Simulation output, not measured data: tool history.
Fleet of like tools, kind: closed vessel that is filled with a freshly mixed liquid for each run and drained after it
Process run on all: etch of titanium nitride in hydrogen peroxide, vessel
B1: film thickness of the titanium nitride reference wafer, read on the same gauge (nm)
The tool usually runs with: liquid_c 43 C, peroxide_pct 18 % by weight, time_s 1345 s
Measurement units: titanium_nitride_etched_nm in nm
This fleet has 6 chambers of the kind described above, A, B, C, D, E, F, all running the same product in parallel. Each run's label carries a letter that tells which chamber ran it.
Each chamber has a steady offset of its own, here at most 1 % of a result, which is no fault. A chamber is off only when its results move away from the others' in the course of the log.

Run 1F, hour 8.7: usual settings; B1 80.003. Result: titanium_nitride_etched_nm 19.464 nm.
Run 2E, hour 17.3: usual settings; B1 79.977. Result: titanium_nitride_etched_nm 19.651 nm.
Run 3C, hour 21.8: usual settings; B1 80.016. Result: titanium_nitride_etched_nm 19.655 nm.
Run 4A, hour 29.4: usual settings; B1 79.981. Result: titanium_nitride_etched_nm 19.622 nm.
Run 5D, hour 39: usual settings; B1 79.996. Result: titanium_nitride_etched_nm 19.745 nm.
Run 6B, hour 44.3: usual settings but liquid_c 34 C; B1 79.98. Result: titanium_nitride_etched_nm 9.7893 nm.
Run 7E, hour 50.5: usual settings but liquid_c 34 C; B1 80.016. Result: titanium_nitride_etched_nm 9.921 nm.
At hour 53.1: chamber D: new drum of peroxide connected.
Run 8F, hour 56.8: usual settings but liquid_c 34 C; B1 79.973. Result: titanium_nitride_etched_nm 9.4685 nm.
Run 9C, hour 65.3: usual settings but liquid_c 34 C; B1 79.999. Result: titanium_nitride_etched_nm 9.7976 nm.
Run 10D, hour 73.7: usual settings but liquid_c 34 C; B1 79.99. Result: titanium_nitride_etched_nm 9.7864 nm.
Run 11A, hour 81.2: usual settings but liquid_c 34 C; B1 80.011. Result: titanium_nitride_etched_nm 9.7802 nm.
Run 12B, hour 86.7: usual settings but liquid_c 52.5 C; B1 79.988. Result: titanium_nitride_etched_nm 38.992 nm.
Run 13E, hour 94.5: usual settings but liquid_c 52.5 C; B1 80.033. Result: titanium_nitride_etched_nm 39.367 nm.
Run 14C, hour 100.1: usual settings but liquid_c 52.5 C; B1 79.965. Result: titanium_nitride_etched_nm 39.328 nm.
Run 15A, hour 108.2: usual settings but liquid_c 52.5 C; B1 79.942. Result: titanium_nitride_etched_nm 38.203 nm.
At hour 110.7: chamber B: peroxide flow meter replaced.
Run 16F, hour 112.8: usual settings but liquid_c 52.5 C; B1 80.033. Result: titanium_nitride_etched_nm 39.525 nm.
Run 17B, hour 120.3: usual settings but liquid_c 52.5 C; B1 79.985. Result: titanium_nitride_etched_nm 38.691 nm.
Run 18D, hour 128.9: usual settings; B1 80.017. Result: titanium_nitride_etched_nm 19.388 nm.
Run 19C, hour 135.3: usual settings; B1 80.007. Result: titanium_nitride_etched_nm 19.879 nm.
Run 20B, hour 145.1: usual settings; B1 79.997. Result: titanium_nitride_etched_nm 19.307 nm.
Run 21E, hour 152.7: usual settings; B1 80.022. Result: titanium_nitride_etched_nm 19.76 nm.
Run 22A, hour 162.3: usual settings; B1 80.006. Result: titanium_nitride_etched_nm 19.383 nm.
Run 23F, hour 171.3: usual settings; B1 79.996. Result: titanium_nitride_etched_nm 19.555 nm.
Run 24D, hour 178.4: usual settings; B1 79.999. Result: titanium_nitride_etched_nm 19.676 nm.
Run 25A, hour 187.8: usual settings; B1 79.988. Result: titanium_nitride_etched_nm 19.005 nm.
Run 26B, hour 197.3: usual settings; B1 80.024. Result: titanium_nitride_etched_nm 19.414 nm.
At hour 200.9: chamber F: new drum of peroxide connected.
Run 27F, hour 205.7: usual settings; B1 79.99. Result: titanium_nitride_etched_nm 19.401 nm.
Run 28E, hour 211.8: usual settings but peroxide_pct 22 % by weight; B1 80.012. Result: titanium_nitride_etched_nm 20.434 nm.
At hour 217.6: chamber F: thermometer replaced.
Run 29C, hour 219.1: usual settings but peroxide_pct 22 % by weight; B1 79.997. Result: titanium_nitride_etched_nm 20.447 nm.
Run 30D, hour 228.2: usual settings but peroxide_pct 22 % by weight; B1 79.983. Result: titanium_nitride_etched_nm 20.428 nm.
Run 31C, hour 234.2: usual settings but peroxide_pct 22 % by weight; B1 80.013. Result: titanium_nitride_etched_nm 20.399 nm.
Run 32A, hour 241.6: usual settings but peroxide_pct 22 % by weight; B1 79.945. Result: titanium_nitride_etched_nm 19.37 nm.
Run 33B, hour 249.2: usual settings but peroxide_pct 22 % by weight; B1 80.022. Result: titanium_nitride_etched_nm 20.32 nm.
Run 34D, hour 258.8: usual settings; B1 80.038. Result: titanium_nitride_etched_nm 19.271 nm.
Run 35F, hour 264.2: usual settings; B1 79.97. Result: titanium_nitride_etched_nm 19.713 nm.
Run 36E, hour 270.4: usual settings; B1 80.063. Result: titanium_nitride_etched_nm 19.566 nm.
Run 37D, hour 276.8: usual settings; B1 79.97. Result: titanium_nitride_etched_nm 19.481 nm.
Run 38F, hour 286.7: usual settings; B1 80.002. Result: titanium_nitride_etched_nm 19.469 nm.
Run 39B, hour 292: usual settings; B1 80.029. Result: titanium_nitride_etched_nm 19.45 nm.
At hour 295.5: chamber E: new drum of peroxide connected.
Run 40C, hour 301.3: usual settings; B1 79.984. Result: titanium_nitride_etched_nm 19.851 nm.
Run 41A, hour 307.9: usual settings; B1 80.018. Result: titanium_nitride_etched_nm 18.314 nm.
Run 42E, hour 314.1: usual settings; B1 79.983. Result: titanium_nitride_etched_nm 19.722 nm.

Is one chamber off against the others, does the gauge drift, or is nothing wrong? If a chamber is off, say which, and what the likeliest cause is.

One chamber, A, drifts off from the rest bit by bit.
Likeliest cause: liquid colder than its thermometer reads (K) = 0.864.

Chamber A could run next with any of the 4 candidate recipes listed below; each alters the usual settings, and their results appear as question marks. Which one brings its results back in line with what the other chambers deliver on the usual settings?
A result is in line if it is within this distance of the other chambers' mean on the usual settings: titanium_nitride_etched_nm 0.44 nm
Run 43A-1, hour 321.3: usual settings but peroxide_pct 20 % by weight. Result: titanium_nitride_etched_nm ?.
Run 43A-2, hour 321.3: usual settings but time_s 1255 s. Result: titanium_nitride_etched_nm ?.
Run 43A-3, hour 321.3: usual settings but peroxide_pct 23.5 % by weight. Result: titanium_nitride_etched_nm ?.
Run 43A-4, hour 321.3: usual settings but time_s 1310 s. Result: titanium_nitride_etched_nm ?.

Average result of the remaining chambers running the usual settings: titanium_nitride_etched_nm 19.564 nm
  run  titanium_nitride_etched_nm
43A-1                      18.657
43A-2                      17.016
43A-3                      19.325
43A-4                      17.762
It is 43A-3 that realigns the chamber with its peers.

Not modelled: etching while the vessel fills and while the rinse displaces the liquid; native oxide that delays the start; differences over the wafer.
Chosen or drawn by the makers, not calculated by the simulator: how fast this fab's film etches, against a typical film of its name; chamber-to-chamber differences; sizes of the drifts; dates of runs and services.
